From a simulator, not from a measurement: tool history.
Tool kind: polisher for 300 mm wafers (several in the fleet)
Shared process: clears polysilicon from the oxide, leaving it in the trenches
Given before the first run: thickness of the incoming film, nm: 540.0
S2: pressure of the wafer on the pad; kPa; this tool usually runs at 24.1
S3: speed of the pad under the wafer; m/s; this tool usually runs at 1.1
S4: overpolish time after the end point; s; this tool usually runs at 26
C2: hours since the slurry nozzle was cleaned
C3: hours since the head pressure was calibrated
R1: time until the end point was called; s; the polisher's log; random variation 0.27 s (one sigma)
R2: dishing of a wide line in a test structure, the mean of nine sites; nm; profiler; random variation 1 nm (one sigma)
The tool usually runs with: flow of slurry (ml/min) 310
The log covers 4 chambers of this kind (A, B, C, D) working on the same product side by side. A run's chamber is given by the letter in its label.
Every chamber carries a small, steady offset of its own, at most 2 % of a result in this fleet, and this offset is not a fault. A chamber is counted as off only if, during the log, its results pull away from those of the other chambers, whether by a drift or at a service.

Run 1C, hour 12.1: usual settings; wafers polished on this pad 310; C2 319.7; C3 419.6. Result: R1 23.531 s, R2 82.174 nm.
At hour 17.9: chamber B: worn pad replaced by a new one.
Run 2A, hour 25.2: usual settings; wafers polished on this pad 1123; C2 110.8; C3 183.2. Result: R1 23.689 s, R2 86.798 nm.
At hour 35.9: chamber A: worn pad replaced by a new one.
Run 3B, hour 41.5: usual settings; wafers polished on this pad 266; C2 125.2; C3 500.2. Result: R1 24.728 s, R2 85.107 nm.
Run 4D, hour 54.9: usual settings; wafers polished on this pad 882; C2 172.3; C3 130. Result: R1 24.197 s, R2 81.965 nm.
At hour 56.3: chamber C: worn pad replaced by a new one.
At hour 59: chamber D: worn pad replaced by a new one.
Run 5C, hour 68.2: usual settings; wafers polished on this pad 134; C2 375.8; C3 475.7. Result: R1 24.102 s, R2 82.407 nm.
Run 6B, hour 83: usual settings but flow of slurry (ml/min) 260, S2 20.7 kPa; wafers polished on this pad 734; C2 166.7; C3 541.7. Result: R1 29.005 s, R2 85.895 nm.
Run 7A, hour 94.5: usual settings but flow of slurry (ml/min) 260, S2 20.7 kPa; wafers polished on this pad 660; C2 180.1; C3 252.5. Result: R1 27.887 s, R2 84.016 nm.
At hour 94.9: chamber B: worn pad replaced by a new one.
Run 8D, hour 104.8: usual settings but flow of slurry (ml/min) 260, S2 20.7 kPa; wafers polished on this pad 516; C2 222.2; C3 179.9. Result: R1 29.284 s, R2 84.983 nm.
Run 9C, hour 119.3: usual settings but flow of slurry (ml/min) 260, S2 20.7 kPa; wafers polished on this pad 710; C2 426.9; C3 526.8. Result: R1 28.509 s, R2 82.747 nm.
At hour 128.9: chamber C: worn pad replaced by a new one.
Run 10B, hour 134.9: usual settings; wafers polished on this pad 451; C2 218.6; C3 593.6. Result: R1 24.679 s, R2 86.29 nm.
At hour 137.9: chamber B: slurry nozzle cleaned.
At hour 141: chamber D: worn pad replaced by a new one.
At hour 141.4: chamber A: worn pad replaced by a new one.
At hour 143.8: chamber C: head pressure recalibrated.
Run 11D, hour 145.7: usual settings; wafers polished on this pad 53; C2 263.1; C3 220.8. Result: R1 24.539 s, R2 84.941 nm.
Run 12A, hour 159.8: usual settings; wafers polished on this pad 207; C2 245.4; C3 317.8. Result: R1 23.494 s, R2 84.157 nm.
At hour 170.7: chamber B: head pressure recalibrated.
Run 13A, hour 173.5: usual settings; wafers polished on this pad 362; C2 259.1; C3 331.5. Result: R1 23.739 s, R2 85.059 nm.
At hour 176.7: chamber B: worn pad replaced by a new one.
Run 14D, hour 184: usual settings; wafers polished on this pad 485; C2 301.4; C3 259.1. Result: R1 24.667 s, R2 84.93 nm.
Run 15B, hour 193.9: usual settings but S4 37 s; wafers polished on this pad 193; C2 56; C3 23.2. Result: R1 24.261 s, R2 83.14 nm.
At hour 201: chamber C: worn pad replaced by a new one.
At hour 206.6: chamber C: slurry nozzle cleaned.
Run 16C, hour 208: usual settings but S4 37 s; wafers polished on this pad 79; C2 1.4; C3 64.2. Result: R1 23.893 s, R2 82.047 nm.
At hour 213.3: chamber D: worn pad replaced by a new one.
At hour 215.1: chamber A: head pressure recalibrated.
Run 17D, hour 224.2: usual settings but S4 37 s; wafers polished on this pad 123; C2 341.6; C3 299.3. Result: R1 24.462 s, R2 84.15 nm.
Run 18B, hour 236.7: usual settings but S4 37 s; wafers polished on this pad 676; C2 98.8; C3 66. Result: R1 24.153 s, R2 84.833 nm.
Run 19A, hour 252.1: usual settings; wafers polished on this pad 1248; C2 337.7; C3 37. Result: R1 23.186 s, R2 83.614 nm.
At hour 255: chamber B: worn pad replaced by a new one.
Run 20C, hour 262.3: usual settings; wafers polished on this pad 691; C2 55.7; C3 118.5. Result: R1 24.081 s, R2 82.47 nm.
At hour 264.3: chamber A: slurry nozzle cleaned.
At hour 265.6: chamber A: worn pad replaced by a new one.
Run 21D, hour 272.3: usual settings; wafers polished on this pad 665; C2 389.7; C3 347.4. Result: R1 24.698 s, R2 84.619 nm.
At hour 276.9: chamber C: worn pad replaced by a new one.
Run 22B, hour 281.1: usual settings; wafers polished on this pad 294; C2 143.2; C3 110.4. Result: R1 24.207 s, R2 84.867 nm.
At hour 294.1: chamber D: worn pad replaced by a new one.
Run 23A, hour 295.8: usual settings; wafers polished on this pad 340; C2 31.6; C3 80.7. Result: R1 23.702 s, R2 85.519 nm.
Run 24C, hour 305.5: usual settings; wafers polished on this pad 322; C2 98.9; C3 161.7. Result: R1 23.591 s, R2 84.555 nm.
Run 25A, hour 315.8: usual settings but flow of slurry (ml/min) 385; wafers polished on this pad 566; C2 51.6; C3 100.7. Result: R1 23.352 s, R2 86.925 nm.
Run 26C, hour 327.1: usual settings but flow of slurry (ml/min) 385; wafers polished on this pad 566; C2 120.5; C3 183.3. Result: R1 23.716 s, R2 80.45 nm.
At hour 330.9: chamber B: worn pad replaced by a new one.
At hour 337.1: chamber D: slurry nozzle cleaned.
Run 27B, hour 341.8: usual settings but flow of slurry (ml/min) 385; wafers polished on this pad 123; C2 203.9; C3 171.1. Result: R1 24.179 s, R2 85.203 nm.
At hour 347.1: chamber C: worn pad replaced by a new one.
Run 28D, hour 358.2: usual settings but flow of slurry (ml/min) 385; wafers polished on this pad 723; C2 21.1; C3 433.3. Result: R1 24.151 s, R2 84.213 nm.
Run 29C, hour 367.5: usual settings; wafers polished on this pad 230; C2 160.9; C3 223.7. Result: R1 23.459 s, R2 80.701 nm.
At hour 377.7: chamber A: worn pad replaced by a new one.
Run 30A, hour 379.5: usual settings but S2 30.3 kPa, S3 1.38 m/s; wafers polished on this pad 21; C2 115.3; C3 164.4. Result: R1 15.313 s, R2 83.951 nm.
At hour 381.1: chamber D: worn pad replaced by a new one.
Run 31D, hour 388.4: usual settings but S2 30.3 kPa, S3 1.38 m/s; wafers polished on this pad 82; C2 51.3; C3 463.5. Result: R1 15.071 s, R2 86.116 nm.
At hour 397.6: chamber B: slurry nozzle cleaned.
At hour 403.2: chamber B: worn pad replaced by a new one.
Run 32B, hour 404.7: usual settings but S2 30.3 kPa, S3 1.38 m/s; wafers polished on this pad 17; C2 7.2; C3 234. Result: R1 15.515 s, R2 86.822 nm.

Does one chamber stand apart from the rest, does the shared gauge drift, or is all well apart from small per-chamber offsets? Give the chamber and the most likely cause, where there is one.

The fleet is healthy, with each chamber sitting at its usual small offset and no drift in the gauge.
